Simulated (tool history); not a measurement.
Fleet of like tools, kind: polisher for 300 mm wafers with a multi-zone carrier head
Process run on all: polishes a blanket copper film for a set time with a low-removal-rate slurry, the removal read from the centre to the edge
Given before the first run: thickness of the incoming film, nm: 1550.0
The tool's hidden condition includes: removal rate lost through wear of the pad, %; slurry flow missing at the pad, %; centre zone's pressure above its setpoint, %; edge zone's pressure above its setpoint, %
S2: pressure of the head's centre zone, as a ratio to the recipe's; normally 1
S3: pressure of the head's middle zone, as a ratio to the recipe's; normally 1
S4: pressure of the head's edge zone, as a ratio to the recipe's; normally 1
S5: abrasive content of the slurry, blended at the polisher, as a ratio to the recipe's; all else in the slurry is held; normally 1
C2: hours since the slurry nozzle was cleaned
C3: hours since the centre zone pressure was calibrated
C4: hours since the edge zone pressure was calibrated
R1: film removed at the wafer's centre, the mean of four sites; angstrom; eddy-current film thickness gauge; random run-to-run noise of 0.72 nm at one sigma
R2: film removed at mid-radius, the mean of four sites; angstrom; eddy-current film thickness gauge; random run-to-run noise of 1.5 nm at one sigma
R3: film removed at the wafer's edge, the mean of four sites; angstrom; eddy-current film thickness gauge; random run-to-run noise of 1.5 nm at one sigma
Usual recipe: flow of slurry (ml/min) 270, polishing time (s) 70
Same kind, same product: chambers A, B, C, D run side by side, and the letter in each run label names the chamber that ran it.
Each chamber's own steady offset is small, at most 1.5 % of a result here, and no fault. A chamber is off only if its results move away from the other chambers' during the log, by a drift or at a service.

-- hour=0.7 chamber A: worn pad replaced by a new one
run 1D hour=8.8 | flow_of_slurry_(ml/min)=270 S2=1 S3=1 S4=1 S5=1 polishing_time_(s)=70 | wafers_polished_on_this_pad=634 C2=49.1 C3=691.7 C4=327.9 | R1=1087.3 R2=1074.7 R3=1077.6
-- hour=17.9 chamber B: worn pad replaced by a new one
run 2B hour=18.3 | flow_of_slurry_(ml/min)=270 S2=1 S3=1 S4=1 S5=1 polishing_time_(s)=70 | wafers_polished_on_this_pad=4 C2=423.5 C3=189 C4=814.3 | R1=1098.8 R2=1098 R3=1114.5
run 3C hour=30 | flow_of_slurry_(ml/min)=270 S2=1 S3=1 S4=1 S5=1 polishing_time_(s)=70 | wafers_polished_on_this_pad=950 C2=489.8 C3=586.4 C4=871 | R1=1101.4 R2=1110 R3=1054.5
-- hour=39.9 chamber C: worn pad replaced by a new one
run 4A hour=41.1 | flow_of_slurry_(ml/min)=270 S2=1 S3=1 S4=1 S5=1 polishing_time_(s)=70 | wafers_polished_on_this_pad=401 C2=163.3 C3=269.8 C4=983.7 | R1=1086.4 R2=1117.3 R3=1088.3
-- hour=48.2 chamber D: worn pad replaced by a new one
run 5A hour=52.5 | flow_of_slurry_(ml/min)=270 S2=1 S3=1 S4=1 S5=1 polishing_time_(s)=70 | wafers_polished_on_this_pad=515 C2=174.7 C3=281.2 C4=995.1 | R1=1094 R2=1076.9 R3=1073.3
-- hour=59.6 chamber A: worn pad replaced by a new one
-- hour=60.4 chamber C: slurry nozzle cleaned
run 6C hour=63.9 | flow_of_slurry_(ml/min)=270 S2=1 S3=1 S4=1 S5=1 polishing_time_(s)=70 | wafers_polished_on_this_pad=239 C2=3.6 C3=620.3 C4=904.9 | R1=1102.8 R2=1075.1 R3=1091.6
run 7B hour=74.1 | flow_of_slurry_(ml/min)=270 S2=1 S3=1 S4=1 S5=1 polishing_time_(s)=70 | wafers_polished_on_this_pad=559 C2=479.3 C3=244.8 C4=870.1 | R1=1072.7 R2=1073.9 R3=1086.9
run 8D hour=84.8 | flow_of_slurry_(ml/min)=270 S2=1 S3=1 S4=1 S5=1 polishing_time_(s)=70 | wafers_polished_on_this_pad=364 C2=125.1 C3=767.7 C4=403.9 | R1=1107.6 R2=1081.1 R3=1098.6
-- hour=91.6 chamber B: worn pad replaced by a new one
run 9C hour=93.3 | flow_of_slurry_(ml/min)=270 S2=1 S3=1 S4=1 S5=1 polishing_time_(s)=70 | wafers_polished_on_this_pad=531 C2=33 C3=649.7 C4=934.3 | R1=1096.1 R2=1077.9 R3=1084.2
-- hour=101 chamber B: slurry nozzle cleaned
run 10A hour=104.4 | flow_of_slurry_(ml/min)=270 S2=1 S3=1 S4=1 S5=1 polishing_time_(s)=70 | wafers_polished_on_this_pad=446 C2=226.6 C3=333.1 C4=1047 | R1=1096.1 R2=1107.3 R3=1093.3
-- hour=107.9 chamber C: centre zone pressure recalibrated
run 11B hour=114.9 | flow_of_slurry_(ml/min)=270 S2=1 S3=1 S4=1 S5=1 polishing_time_(s)=70 | wafers_polished_on_this_pad=232 C2=14 C3=285.6 C4=910.9 | R1=1080.1 R2=1105.2 R3=1087
run 12D hour=124.7 | flow_of_slurry_(ml/min)=270 S2=1 S3=1 S4=1 S5=1 polishing_time_(s)=70 | wafers_polished_on_this_pad=761 C2=165 C3=807.6 C4=443.8 | R1=1113.8 R2=1081.7 R3=1109.1
-- hour=130.2 chamber A: worn pad replaced by a new one
run 13C hour=130.5 | flow_of_slurry_(ml/min)=270 S2=1 S3=1 S4=1 S5=1 polishing_time_(s)=70 | wafers_polished_on_this_pad=901 C2=70.2 C3=22.7 C4=971.5 | R1=1093.7 R2=1077.3 R3=1084.4
run 14D hour=139.5 | flow_of_slurry_(ml/min)=270 S2=1 S3=1 S4=1 S5=1 polishing_time_(s)=70 | wafers_polished_on_this_pad=908 C2=179.8 C3=822.4 C4=458.6 | R1=1097.1 R2=1088.2 R3=1073.3
run 15B hour=148.9 | flow_of_slurry_(ml/min)=270 S2=1.09 S3=1 S4=1 S5=1 polishing_time_(s)=70 | wafers_polished_on_this_pad=570 C2=48 C3=319.6 C4=944.9 | R1=1209.1 R2=1045.7 R3=1096.2
-- hour=151.8 chamber C: worn pad replaced by a new one
run 16A hour=155.8 | flow_of_slurry_(ml/min)=270 S2=1.09 S3=1 S4=1 S5=1 polishing_time_(s)=70 | wafers_polished_on_this_pad=255 C2=278 C3=384.5 C4=1098.4 | R1=1208.9 R2=1104.3 R3=1065.4
-- hour=157.2 chamber B: worn pad replaced by a new one
run 17A hour=167.1 | flow_of_slurry_(ml/min)=270 S2=1.09 S3=1 S4=1 S5=1 polishing_time_(s)=70 | wafers_polished_on_this_pad=367 C2=289.3 C3=395.8 C4=1109.7 | R1=1213.9 R2=1085.7 R3=1076
run 18B hour=174.6 | flow_of_slurry_(ml/min)=270 S2=1.09 S3=1 S4=1 S5=1 polishing_time_(s)=70 | wafers_polished_on_this_pad=173 C2=73.7 C3=345.3 C4=970.6 | R1=1223.7 R2=1078.7 R3=1080.7
-- hour=178.1 chamber D: worn pad replaced by a new one
run 19D hour=180.1 | flow_of_slurry_(ml/min)=270 S2=1 S3=1 S4=1 S5=1 polishing_time_(s)=70 | wafers_polished_on_this_pad=20 C2=220.4 C3=863 C4=499.2 | R1=1101.7 R2=1060.7 R3=1090.8
run 20C hour=189.5 | flow_of_slurry_(ml/min)=270 S2=1 S3=1 S4=1 S5=1 polishing_time_(s)=70 | wafers_polished_on_this_pad=375 C2=129.2 C3=81.7 C4=1030.5 | R1=1098.2 R2=1084.5 R3=1104.7
-- hour=200.3 chamber A: worn pad replaced by a new one
run 21A hour=200.7 | flow_of_slurry_(ml/min)=270 S2=1 S3=1 S4=1 S5=1 polishing_time_(s)=70 | wafers_polished_on_this_pad=4 C2=322.9 C3=429.4 C4=1143.3 | R1=1093.4 R2=1067.5 R3=1073
run 22D hour=208.1 | flow_of_slurry_(ml/min)=270 S2=1 S3=1 S4=1 S5=1 polishing_time_(s)=70 | wafers_polished_on_this_pad=299 C2=248.4 C3=891 C4=527.2 | R1=1113.6 R2=1051.5 R3=1084
run 23B hour=214.4 | flow_of_slurry_(ml/min)=270 S2=1 S3=1 S4=1 S5=1 polishing_time_(s)=70 | wafers_polished_on_this_pad=568 C2=113.5 C3=385.1 C4=1010.4 | R1=1140.9 R2=1099.5 R3=1102.2
-- hour=216 chamber B: worn pad replaced by a new one
run 24C hour=221.4 | flow_of_slurry_(ml/min)=270 S2=1 S3=1 S4=1 S5=1 polishing_time_(s)=70 | wafers_polished_on_this_pad=692 C2=161.1 C3=113.6 C4=1062.4 | R1=1095.7 R2=1074.8 R3=1085.2
run 25C hour=228.7 | flow_of_slurry_(ml/min)=270 S2=1 S3=1 S4=1 S5=1.15 polishing_time_(s)=80 | wafers_polished_on_this_pad=765 C2=168.4 C3=120.9 C4=1069.7 | R1=1289.6 R2=1276.9 R3=1275.9
run 26A hour=239.2 | flow_of_slurry_(ml/min)=270 S2=1 S3=1 S4=1 S5=1.15 polishing_time_(s)=80 | wafers_polished_on_this_pad=387 C2=361.4 C3=467.9 C4=1181.8 | R1=1309.7 R2=1302.3 R3=1235.4
-- hour=248.4 chamber C: worn pad replaced by a new one
run 27B hour=248.5 | flow_of_slurry_(ml/min)=270 S2=1 S3=1 S4=1 S5=1.15 polishing_time_(s)=80 | wafers_polished_on_this_pad=323 C2=147.6 C3=419.2 C4=1044.5 | R1=1347.2 R2=1288.2 R3=1282.4
-- hour=256.1 chamber A: worn pad replaced by a new one
run 28D hour=259.6 | flow_of_slurry_(ml/min)=270 S2=1 S3=1 S4=1 S5=1.15 polishing_time_(s)=80 | wafers_polished_on_this_pad=811 C2=299.9 C3=942.5 C4=578.7 | R1=1297.1 R2=1246.7 R3=1271.9
run 29D hour=266.6 | flow_of_slurry_(ml/min)=270 S2=1 S3=1 S4=1 S5=0.7 polishing_time_(s)=70 | wafers_polished_on_this_pad=881 C2=306.9 C3=949.5 C4=585.7 | R1=1033.8 R2=1015.5 R3=999.14
run 30C hour=275.5 | flow_of_slurry_(ml/min)=270 S2=1 S3=1 S4=1 S5=0.7 polishing_time_(s)=70 | wafers_polished_on_this_pad=269 C2=215.2 C3=167.7 C4=1116.5 | R1=1026.2 R2=1021 R3=1034.4
-- hour=280.9 chamber D: slurry nozzle cleaned
run 31B hour=286.1 | flow_of_slurry_(ml/min)=270 S2=1 S3=1 S4=1 S5=0.7 polishing_time_(s)=70 | wafers_polished_on_this_pad=697 C2=185.2 C3=456.8 C4=1082.1 | R1=1096.7 R2=1021.5 R3=1024.2
-- hour=289.4 chamber D: worn pad replaced by a new one
-- hour=290.3 chamber B: worn pad replaced by a new one
run 32A hour=296.4 | flow_of_slurry_(ml/min)=270 S2=1 S3=1 S4=1 S5=0.7 polishing_time_(s)=70 | wafers_polished_on_this_pad=400 C2=418.6 C3=525.1 C4=1239 | R1=1016.8 R2=1030.2 R3=1004.3
run 33D hour=307.5 | flow_of_slurry_(ml/min)=270 S2=1 S3=1 S4=1 S5=1 polishing_time_(s)=70 | wafers_polished_on_this_pad=180 C2=26.6 C3=990.4 C4=626.6 | R1=1087.7 R2=1099.4 R3=1060.2
run 34C hour=318.3 | flow_of_slurry_(ml/min)=270 S2=1 S3=1 S4=1 S5=1 polishing_time_(s)=70 | wafers_polished_on_this_pad=695 C2=258 C3=210.5 C4=1159.3 | R1=1092.6 R2=1080.6 R3=1102.8
run 35B hour=326.5 | flow_of_slurry_(ml/min)=190 S2=1.06 S3=1 S4=1 S5=1 polishing_time_(s)=70 | wafers_polished_on_this_pad=360 C2=225.6 C3=497.2 C4=1122.5 | R1=1201.7 R2=1053.1 R3=1051

Decide between three cases: one chamber stands off from its peers, the gauge reading all wafers drifts, or nothing is wrong past each chamber's small offset. Where a chamber is off, say which and what most likely put it there.

Chamber B drifts away from the others.
Cause: centre zone's pressure above its setpoint, % = 8.76.

Below are 4 candidate recipes for chamber B's next run, each the usual settings with a change, their results shown as question marks. Which of them brings B's results back in line with what the other chambers give on the usual settings?
Maximum distance from the other chambers' mean on the usual settings for a result to count as in line: R1 25 angstrom; R2 53 angstrom; R3 51 angstrom
run 36B-1 hour=335.2 | flow_of_slurry_(ml/min)=275 S2=1.06 S3=0.98 S4=0.98 S5=1 polishing_time_(s)=71 | R1=? R2=? R3=?
run 36B-2 hour=335.2 | flow_of_slurry_(ml/min)=270 S2=1.03 S3=0.99 S4=0.99 S5=1 polishing_time_(s)=70 | R1=? R2=? R3=?
run 36B-3 hour=335.2 | flow_of_slurry_(ml/min)=265 S2=0.94 S3=1.02 S4=1.02 S5=1 polishing_time_(s)=69 | R1=? R2=? R3=?
run 36B-4 hour=335.2 | flow_of_slurry_(ml/min)=270 S2=0.97 S3=1.01 S4=1.01 S5=1 polishing_time_(s)=70 | R1=? R2=? R3=?

Mean of the other chambers on the usual settings: R1 1096.6 angstrom; R2 1086 angstrom; R3 1087.8 angstrom
run=36B-1 R1=1285.4 R2=1095.2 R3=1094.6
run=36B-2 R1=1225.5 R2=1088 R3=1083.1
run=36B-3 R1=1089.7 R2=1100.8 R3=1082.4
run=36B-4 R1=1147.1 R2=1108.7 R3=1094.2
The right change is 36B-3: it brings the chamber back within the allowed miss of the others.
